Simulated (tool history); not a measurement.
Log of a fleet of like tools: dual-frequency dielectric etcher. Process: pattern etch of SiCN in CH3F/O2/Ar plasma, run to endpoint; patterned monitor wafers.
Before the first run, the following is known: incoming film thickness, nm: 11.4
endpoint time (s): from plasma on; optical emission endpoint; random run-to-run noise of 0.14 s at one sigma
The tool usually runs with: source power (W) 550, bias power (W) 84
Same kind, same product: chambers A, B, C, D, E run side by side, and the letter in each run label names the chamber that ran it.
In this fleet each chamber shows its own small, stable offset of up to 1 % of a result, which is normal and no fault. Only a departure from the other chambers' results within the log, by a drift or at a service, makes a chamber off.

run,hour,source power (W),bias power (W),hours since the last wet clean,hours since the last source power generator calibration,hours since the last bias power generator calibration,endpoint time (s)
# hour 8.3: chamber C: wet clean of the chamber
1A,12.1,550,84,116.9,2698.8,449.1,25.523
2B,24.2,550,84,45.4,212.2,960.2,25.283
3D,37.4,550,84,223.5,513.2,68.2,25.38
4E,46.9,550,84,201.4,275.4,292.1,25.707
# hour 50.7: chamber A: source power generator calibrated
5C,55.1,550,84,46.9,1595,1721.7,25.716
6A,62.8,550,84,167.6,12.2,499.8,25.716
7B,68.9,550,84,90.1,256.9,1004.9,25.779
8C,82.1,550,84,73.9,1622,1748.7,25.654
9D,92.6,550,84,278.7,568.4,123.4,25.268
10E,101.2,550,84,255.7,329.7,346.4,25.851
11B,113.8,550,84,135,301.8,1049.8,25.338
12D,122.2,660,77,308.3,598,153,24.461
13A,131.4,660,77,236.2,80.8,568.4,24.616
14E,140.4,660,77,294.9,368.9,385.6,24.771
15C,150.2,660,77,142,1690.1,1816.8,24.646
16A,159.1,660,77,263.9,108.5,596.1,24.84
17B,168.4,550,84,189.6,356.4,1104.4,25.145
18E,175.4,550,84,329.9,403.9,420.6,25.797
19C,188.2,550,84,180,1728.1,1854.8,25.66
20D,195.2,550,84,381.3,671,226,25.578
21D,203.9,620,66,390,679.7,234.7,26.717
22A,214.3,620,66,319.1,163.7,651.3,26.895
23C,220.8,620,66,212.6,1760.7,1887.4,26.594
24E,227.2,620,66,381.7,455.7,472.4,26.553
25B,236,620,66,257.2,424,1172,26.469
26B,245,550,84,266.2,433,1181,25.423
27D,251.9,550,84,438,727.7,282.7,25.274
# hour 262.6: chamber A: wet clean of the chamber
28C,263.6,550,84,255.4,1803.5,1930.2,25.762
29E,275.4,550,84,429.9,503.9,520.6,25.625
30A,282.5,550,84,19.9,231.9,719.5,25.739
31A,290.7,550,84,28.1,240.1,727.7,25.573
32C,302.9,550,84,294.7,1842.8,1969.5,25.458
33E,309.3,550,84,463.8,537.8,554.5,25.373
34D,316,550,84,502.1,791.8,346.8,25.364
35B,322.7,550,84,343.9,510.7,1258.7,25.622
36E,336.4,550,84,490.9,564.9,581.6,25.74
37C,345.7,550,84,337.5,1885.6,2012.3,25.56
# hour 350: chamber B: wet clean of the chamber
38D,353.9,550,84,540,829.7,384.7,25.592
39B,366.6,550,84,16.7,554.6,1302.6,25.535
40A,377.4,550,84,114.8,326.8,814.4,25.781
41D,388.1,480,102,574.2,863.9,418.9,25.031
42A,401.5,480,102,138.9,350.9,838.5,25.158
43E,414.4,480,102,568.9,642.9,659.6,25.046
44B,425.3,480,102,75.4,613.3,1361.3,24.931

Decide between three cases: one chamber stands off from its peers, the gauge reading all wafers drifts, or nothing is wrong past each chamber's small offset. Where a chamber is off, say which and what most likely put it there.

No chamber stands off beyond its own small offset, and the gauge holds steady.
